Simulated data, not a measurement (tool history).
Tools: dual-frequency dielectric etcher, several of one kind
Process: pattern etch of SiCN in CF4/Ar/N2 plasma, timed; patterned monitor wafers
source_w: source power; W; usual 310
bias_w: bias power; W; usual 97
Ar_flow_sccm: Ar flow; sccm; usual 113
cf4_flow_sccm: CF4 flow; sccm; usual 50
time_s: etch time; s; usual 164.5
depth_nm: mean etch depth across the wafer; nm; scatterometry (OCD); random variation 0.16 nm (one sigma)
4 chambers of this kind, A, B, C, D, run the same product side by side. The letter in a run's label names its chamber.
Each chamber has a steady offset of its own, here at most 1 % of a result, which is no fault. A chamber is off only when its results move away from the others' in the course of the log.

run,hour,source_w,bias_w,Ar_flow_sccm,cf4_flow_sccm,time_s,"read-back reference wafer on the same gauge, depth_nm",depth_nm
1B,6.5,310,97,113,50,164.5,114.99,107.64
2A,12.5,310,97,113,50,164.5,114.94,106.58
3D,18.9,310,97,113,50,164.5,114.98,107.5
4C,27.4,310,97,113,50,164.5,114.95,105.65
5C,37.6,310,97,113,50,164.5,114.95,106.15
6D,44.9,310,97,113,50,164.5,114.88,107.36
7A,55.4,310,97,113,50,164.5,114.88,106.39
# hour 55.9: chamber C: wet clean of the chamber
8B,60.8,310,97,113,50,164.5,114.86,107.42
9D,71.5,310,97,113,50,164.5,114.88,107.22
10C,78.1,310,97,113,50,164.5,114.84,106.01
11B,87,310,97,113,50,164.5,114.81,107.32
12A,95.5,310,97,113,50,164.5,114.8,106.55
# hour 100.2: chamber A: wet clean of the chamber
13D,105,310,97,113,50,164.5,114.74,107.21
# hour 108.5: chamber A: bias power generator calibrated
14B,111.2,310,97,113,50,164.5,114.73,107.28
15C,118.5,310,97,113,50,164.5,114.71,105.75
16A,128,240,97,113,50,164.5,114.74,85.454
17B,137.7,240,97,113,50,164.5,114.69,85.883
18D,146.8,240,97,113,50,164.5,114.68,85.941
19A,151.5,240,97,113,50,164.5,114.68,85.195
20C,159.9,310,97,113,50,164.5,114.65,105.64
21A,170.7,310,97,113,50,164.5,114.59,106.06
# hour 171.1: chamber B: bias power generator calibrated
22D,176.2,310,97,113,50,164.5,114.59,107
23C,184.9,310,97,113,50,164.5,114.59,105.88
24B,192.6,310,97,113,50,164.5,114.55,107.41
25C,202.2,310,97,113,50,164.5,114.56,105.42
26A,207.9,310,97,113,50,164.5,114.56,105.72
27D,217.6,310,97,113,50,164.5,114.54,106.7
28B,225.2,310,97,113,50,164.5,114.47,106.96
29B,235.7,310,97,113,50,164.5,114.51,107.05
30D,241.2,310,97,113,50,164.5,114.51,106.83
31C,247.2,310,97,113,50,164.5,114.43,105.4
32A,255.3,310,97,113,50,164.5,114.46,105.64
33C,265.9,310,97,113,50,164.5,114.4,105.56
34D,271.3,310,97,113,50,164.5,114.44,106.78
35A,276.6,360,97,113,54,164.5,114.41,121.51
36B,287,360,97,113,54,164.5,114.36,123.38
37C,297.6,360,97,113,54,164.5,114.35,120.86
38D,308.1,360,97,113,54,164.5,114.31,123.13

All 4 chambers run these settings next. Forecast each chamber's results:
39A,315.9,310,97,113,50,193,,?
39B,315.9,310,97,113,50,193,,?
39C,315.9,310,97,113,50,193,,?
39D,315.9,310,97,113,50,193,,?

run,depth_nm
39A,124.44
39B,125.33
39C,123.9
39D,125.24
